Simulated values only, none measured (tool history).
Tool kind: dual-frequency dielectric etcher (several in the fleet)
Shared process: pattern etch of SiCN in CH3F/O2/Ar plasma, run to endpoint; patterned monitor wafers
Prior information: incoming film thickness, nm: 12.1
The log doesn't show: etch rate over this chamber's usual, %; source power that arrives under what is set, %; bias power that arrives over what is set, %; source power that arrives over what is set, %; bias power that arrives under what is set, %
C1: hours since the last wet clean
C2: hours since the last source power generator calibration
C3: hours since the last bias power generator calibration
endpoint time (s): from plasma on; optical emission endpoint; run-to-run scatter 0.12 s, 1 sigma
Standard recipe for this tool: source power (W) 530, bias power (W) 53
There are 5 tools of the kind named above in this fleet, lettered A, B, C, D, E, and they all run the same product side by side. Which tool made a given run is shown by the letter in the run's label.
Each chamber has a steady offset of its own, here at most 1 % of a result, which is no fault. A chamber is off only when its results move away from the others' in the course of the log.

Run 1B, day 0.367: usual settings; C1 155.2; C2 1078.6; C3 2175.0. Result: endpoint time (s) 32.078.
Run 2D, day 0.579: usual settings; C1 146.8; C2 1165.4; C3 2040.6. Result: endpoint time (s) 32.093.
Run 3E, day 0.921: usual settings; C1 62.4; C2 3205.3; C3 1078.3. Result: endpoint time (s) 31.943.
Run 4A, day 1.275: usual settings; C1 241.9; C2 2527.8; C3 1488.9. Result: endpoint time (s) 32.287.
Run 5C, day 1.558: usual settings; C1 352.8; C2 247.1; C3 1934.8. Result: endpoint time (s) 32.308.
Run 6D, day 1.846: usual settings; C1 177.2; C2 1195.8; C3 2071.0. Result: endpoint time (s) 32.090.
Run 7C, day 2.204: usual settings; C1 368.3; C2 262.6; C3 1950.3. Result: endpoint time (s) 32.123.
Run 8B, day 2.500: usual settings but source power (W) 630, bias power (W) 57; C1 206.4; C2 1129.8; C3 2226.2. Result: endpoint time (s) 29.427.
Run 9A, day 2.767: usual settings but source power (W) 630, bias power (W) 57; C1 277.7; C2 2563.6; C3 1524.7. Result: endpoint time (s) 29.310.
At day 2.921: chamber C: wet clean of the chamber.
Run 10E, day 3.096: usual settings but source power (W) 630, bias power (W) 57; C1 114.6; C2 3257.5; C3 1130.5. Result: endpoint time (s) 29.200.
Run 11C, day 3.350: usual settings but source power (W) 630, bias power (W) 57; C1 10.3; C2 290.1; C3 1977.8. Result: endpoint time (s) 29.445.
Run 12B, day 3.550: usual settings but source power (W) 630, bias power (W) 57; C1 231.6; C2 1155.0; C3 2251.4. Result: endpoint time (s) 29.384.
Run 13E, day 3.896: usual settings; C1 133.8; C2 3276.7; C3 1149.7. Result: endpoint time (s) 31.676.
Run 14D, day 4.138: usual settings; C1 232.2; C2 1250.8; C3 2126.0. Result: endpoint time (s) 31.913.
Run 15A, day 4.388: usual settings; C1 316.6; C2 2602.5; C3 1563.6. Result: endpoint time (s) 32.225.
Run 16E, day 4.733: usual settings; C1 153.9; C2 3296.8; C3 1169.8. Result: endpoint time (s) 31.947.
Run 17B, day 4.983: usual settings; C1 266.0; C2 1189.4; C3 2285.8. Result: endpoint time (s) 32.162.
Run 18C, day 5.179: usual settings; C1 54.2; C2 334.0; C3 2021.7. Result: endpoint time (s) 32.343.
Run 19A, day 5.454: usual settings; C1 342.2; C2 2628.1; C3 1589.2. Result: endpoint time (s) 32.270.
Run 20D, day 5.662: usual settings; C1 268.8; C2 1287.4; C3 2162.6. Result: endpoint time (s) 31.906.
Run 21C, day 5.842: usual settings; C1 70.1; C2 349.9; C3 2037.6. Result: endpoint time (s) 32.113.
Run 22A, day 6.104: usual settings; C1 357.8; C2 2643.7; C3 1604.8. Result: endpoint time (s) 32.236.
Run 23B, day 6.442: usual settings; C1 301.0; C2 1224.4; C3 2320.8. Result: endpoint time (s) 32.057.
Run 24E, day 6.758: usual settings; C1 202.5; C2 3345.4; C3 1218.4. Result: endpoint time (s) 31.895.
Run 25D, day 7.033: usual settings; C1 301.7; C2 1320.3; C3 2195.5. Result: endpoint time (s) 32.150.
Run 26A, day 7.279: usual settings; C1 386.0; C2 2671.9; C3 1633.0. Result: endpoint time (s) 32.401.
Run 27C, day 7.504: usual settings; C1 110.0; C2 389.8; C3 2077.5. Result: endpoint time (s) 32.229.
At day 7.517: chamber A: bias power generator calibrated.
At day 7.617: chamber A: wet clean of the chamber.
Run 28B, day 7.850: usual settings; C1 334.8; C2 1258.2; C3 2354.6. Result: endpoint time (s) 32.079.
At day 8.046: chamber D: bias power generator calibrated.
Run 29E, day 8.179: usual settings; C1 236.6; C2 3379.5; C3 1252.5. Result: endpoint time (s) 31.940.
Run 30D, day 8.525: usual settings; C1 337.5; C2 1356.1; C3 11.6. Result: endpoint time (s) 32.134.
Run 31A, day 8.883: usual settings; C1 30.5; C2 2710.4; C3 32.8. Result: endpoint time (s) 32.380.
Run 32E, day 9.125: usual settings; C1 259.3; C2 3402.2; C3 1275.2. Result: endpoint time (s) 31.709.
Run 33D, day 9.329: usual settings; C1 356.8; C2 1375.4; C3 30.9. Result: endpoint time (s) 32.135.
Run 34B, day 9.517: usual settings; C1 374.8; C2 1298.2; C3 2394.6. Result: endpoint time (s) 32.155.
At day 9.588: chamber D: wet clean of the chamber.
Run 35C, day 9.683: usual settings; C1 162.3; C2 442.1; C3 2129.8. Result: endpoint time (s) 32.028.
Run 36C, day 9.979: usual settings; C1 169.4; C2 449.2; C3 2136.9. Result: endpoint time (s) 32.299.
Run 37B, day 10.267: usual settings; C1 392.8; C2 1316.2; C3 2412.6. Result: endpoint time (s) 32.132.
Run 38A, day 10.567: usual settings; C1 70.9; C2 2750.8; C3 73.2. Result: endpoint time (s) 32.187.
Run 39D, day 10.758: usual settings; C1 28.2; C2 1409.7; C3 65.2. Result: endpoint time (s) 32.189.
Run 40E, day 11.129: usual settings; C1 307.4; C2 3450.3; C3 1323.3. Result: endpoint time (s) 31.703.

All chambers now run identical settings, listed one chamber a line with results as question marks. What results will each chamber show?
Run 41A, day 11.400: usual settings. Result: endpoint time (s) ?.
Run 41B, day 11.400: usual settings. Result: endpoint time (s) ?.
Run 41C, day 11.400: usual settings. Result: endpoint time (s) ?.
Run 41D, day 11.400: usual settings. Result: endpoint time (s) ?.
Run 41E, day 11.400: usual settings. Result: endpoint time (s) ?.

run  endpoint time (s)
41A             32.286
41B             32.292
41C             32.043
41D             32.098
41E             31.754
